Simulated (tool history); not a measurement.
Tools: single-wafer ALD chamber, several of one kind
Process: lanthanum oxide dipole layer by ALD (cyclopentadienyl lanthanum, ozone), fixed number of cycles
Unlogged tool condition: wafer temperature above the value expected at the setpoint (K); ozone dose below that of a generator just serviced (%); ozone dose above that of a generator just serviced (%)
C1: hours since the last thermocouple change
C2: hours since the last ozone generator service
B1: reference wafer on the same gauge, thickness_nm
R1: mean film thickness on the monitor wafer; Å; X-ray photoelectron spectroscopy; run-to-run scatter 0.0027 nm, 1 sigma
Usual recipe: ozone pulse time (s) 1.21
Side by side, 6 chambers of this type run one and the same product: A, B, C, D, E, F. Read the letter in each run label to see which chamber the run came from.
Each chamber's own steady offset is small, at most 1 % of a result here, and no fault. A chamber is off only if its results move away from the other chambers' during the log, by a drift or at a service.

Run 1E, hour 5.8: usual settings; C1 689.2; C2 57.7; B1 0.5991. Result: R1 5.264 Å.
Run 2F, hour 16.2: usual settings; C1 105.4; C2 26.1; B1 0.59851. Result: R1 5.2247 Å.
Run 3A, hour 21.8: usual settings; C1 1735.3; C2 180.1; B1 0.59704. Result: R1 5.3148 Å.
Run 4B, hour 29.9: usual settings; C1 1694.3; C2 581; B1 0.59686. Result: R1 5.1753 Å.
Run 5C, hour 37.9: usual settings; C1 980; C2 272.9; B1 0.59712. Result: R1 5.2855 Å.
Run 6D, hour 48.8: usual settings; C1 710.4; C2 362.2; B1 0.59761. Result: R1 5.2437 Å.
Run 7C, hour 60.4: usual settings; C1 1002.5; C2 295.4; B1 0.59703. Result: R1 5.2754 Å.
Run 8B, hour 67.7: usual settings; C1 1732.1; C2 618.8; B1 0.59764. Result: R1 5.235 Å.
Run 9D, hour 78.7: usual settings; C1 740.3; C2 392.1; B1 0.59739. Result: R1 5.1843 Å.
Run 10E, hour 90.1: usual settings; C1 773.5; C2 142; B1 0.59805. Result: R1 5.2421 Å.
Run 11F, hour 100.1: usual settings; C1 189.3; C2 110; B1 0.59817. Result: R1 5.2769 Å.
Run 12A, hour 109: usual settings; C1 1822.5; C2 267.3; B1 0.59787. Result: R1 5.2697 Å.
Run 13C, hour 120.9: usual settings; C1 1063; C2 355.9; B1 0.59804. Result: R1 5.2412 Å.
Run 14D, hour 127.9: usual settings; C1 789.5; C2 441.3; B1 0.59783. Result: R1 5.2719 Å.
Run 15B, hour 140.6: usual settings; C1 1805; C2 691.7; B1 0.59861. Result: R1 5.1642 Å.
Run 16F, hour 150.5: usual settings; C1 239.7; C2 160.4; B1 0.59703. Result: R1 5.2615 Å.
Run 17E, hour 157: usual settings; C1 840.4; C2 208.9; B1 0.59719. Result: R1 5.2627 Å.
At hour 157.8: chamber B: thermocouple changed; heater temperature recalibrated.
Run 18A, hour 163.4: usual settings; C1 1876.9; C2 321.7; B1 0.59774. Result: R1 5.2473 Å.
Run 19C, hour 172.3: usual settings; C1 1114.4; C2 407.3; B1 0.59742. Result: R1 5.2011 Å.
Run 20F, hour 178: usual settings but ozone pulse time (s) 1.07; C1 267.2; C2 187.9; B1 0.59775. Result: R1 5.0846 Å.
Run 21A, hour 184.4: usual settings but ozone pulse time (s) 1.07; C1 1897.9; C2 342.7; B1 0.59823. Result: R1 5.1365 Å.
Run 22D, hour 194.7: usual settings but ozone pulse time (s) 1.07; C1 856.3; C2 508.1; B1 0.59815. Result: R1 5.0732 Å.
Run 23E, hour 202.6: usual settings but ozone pulse time (s) 1.07; C1 886; C2 254.5; B1 0.59893. Result: R1 5.1063 Å.
Run 24B, hour 212: usual settings but ozone pulse time (s) 1.07; C1 54.3; C2 763.1; B1 0.59819. Result: R1 5.0634 Å.
Run 25C, hour 221.9: usual settings but ozone pulse time (s) 1.07; C1 1164; C2 456.9; B1 0.59818. Result: R1 4.9491 Å.
Run 26D, hour 229.9: usual settings; C1 891.5; C2 543.3; B1 0.59795. Result: R1 5.1961 Å.
Run 27F, hour 239.5: usual settings; C1 328.7; C2 249.4; B1 0.59848. Result: R1 5.2763 Å.
Run 28B, hour 252.2: usual settings; C1 94.5; C2 803.3; B1 0.59738. Result: R1 5.1907 Å.
Run 29E, hour 262.7: usual settings; C1 946.1; C2 314.6; B1 0.59823. Result: R1 5.2417 Å.
Run 30A, hour 268.8: usual settings; C1 1982.3; C2 427.1; B1 0.59787. Result: R1 5.3002 Å.
Run 31C, hour 281.2: usual settings; C1 1223.3; C2 516.2; B1 0.5983. Result: R1 5.0685 Å.
Run 32E, hour 286.9: usual settings; C1 970.3; C2 338.8; B1 0.5979. Result: R1 5.2269 Å.
Run 33A, hour 292.9: usual settings; C1 2006.4; C2 451.2; B1 0.59848. Result: R1 5.2624 Å.
Run 34D, hour 305.6: usual settings; C1 967.2; C2 619; B1 0.59869. Result: R1 5.2262 Å.
Run 35F, hour 318.1: usual settings but ozone pulse time (s) 0.89; C1 407.3; C2 328; B1 0.59844. Result: R1 4.765 Å.
Run 36B, hour 330.5: usual settings but ozone pulse time (s) 0.89; C1 172.8; C2 881.6; B1 0.59826. Result: R1 4.7697 Å.
Run 37C, hour 339.8: usual settings but ozone pulse time (s) 0.89; C1 1281.9; C2 574.8; B1 0.59751. Result: R1 4.4995 Å.
Run 38F, hour 352.1: usual settings but ozone pulse time (s) 0.89; C1 441.3; C2 362; B1 0.59773. Result: R1 4.7892 Å.
Run 39A, hour 364.3: usual settings but ozone pulse time (s) 0.89; C1 2077.8; C2 522.6; B1 0.59853. Result: R1 4.8043 Å.
Run 40B, hour 374.8: usual settings but ozone pulse time (s) 0.89; C1 217.1; C2 925.9; B1 0.59832. Result: R1 4.7764 Å.
Run 41D, hour 381.4: usual settings; C1 1043; C2 694.8; B1 0.5982. Result: R1 5.2714 Å.
Run 42E, hour 387.4: usual settings but ozone pulse time (s) 1.64; C1 1070.8; C2 439.3; B1 0.59834. Result: R1 5.5385 Å.
Run 43F, hour 396: usual settings but ozone pulse time (s) 1.64; C1 485.2; C2 405.9; B1 0.59875. Result: R1 5.5808 Å.
Run 44A, hour 403: usual settings but ozone pulse time (s) 1.64; C1 2116.5; C2 561.3; B1 0.59788. Result: R1 5.5676 Å.

Which is it: a chamber that has drifted or been left off by a service, a gauge drift common to all chambers, or only each chamber's usual small offset? If a chamber is off, name it and its likeliest cause.

It is chamber C that slowly wanders off from its peers.
What lies behind it: ozone dose below that of a generator just serviced (%) = 22.5.

Which of the 4 candidates below, each the usual settings with something changed and its results left as question marks, puts chamber C back in line with what the other chambers give on the usual settings?
Counts as in line when no further than this from what the other chambers average on the usual settings: R1 0.094 Å
Run 45C-1, hour 412.2: usual settings but ozone pulse time (s) 1.33. Result: R1 ?.
Run 45C-2, hour 412.2: usual settings but ozone pulse time (s) 1.5. Result: R1 ?.
Run 45C-3, hour 412.2: usual settings but ozone pulse time (s) 1.09. Result: R1 ?.
Run 45C-4, hour 412.2: usual settings but ozone pulse time (s) 1. Result: R1 ?.

Average result of the remaining chambers running the usual settings: R1 5.2473 Å
  run      R1
45C-1  5.0429
45C-2  5.2118
45C-3  4.7149
45C-4   4.557
45C-2 brings the chamber back in line.
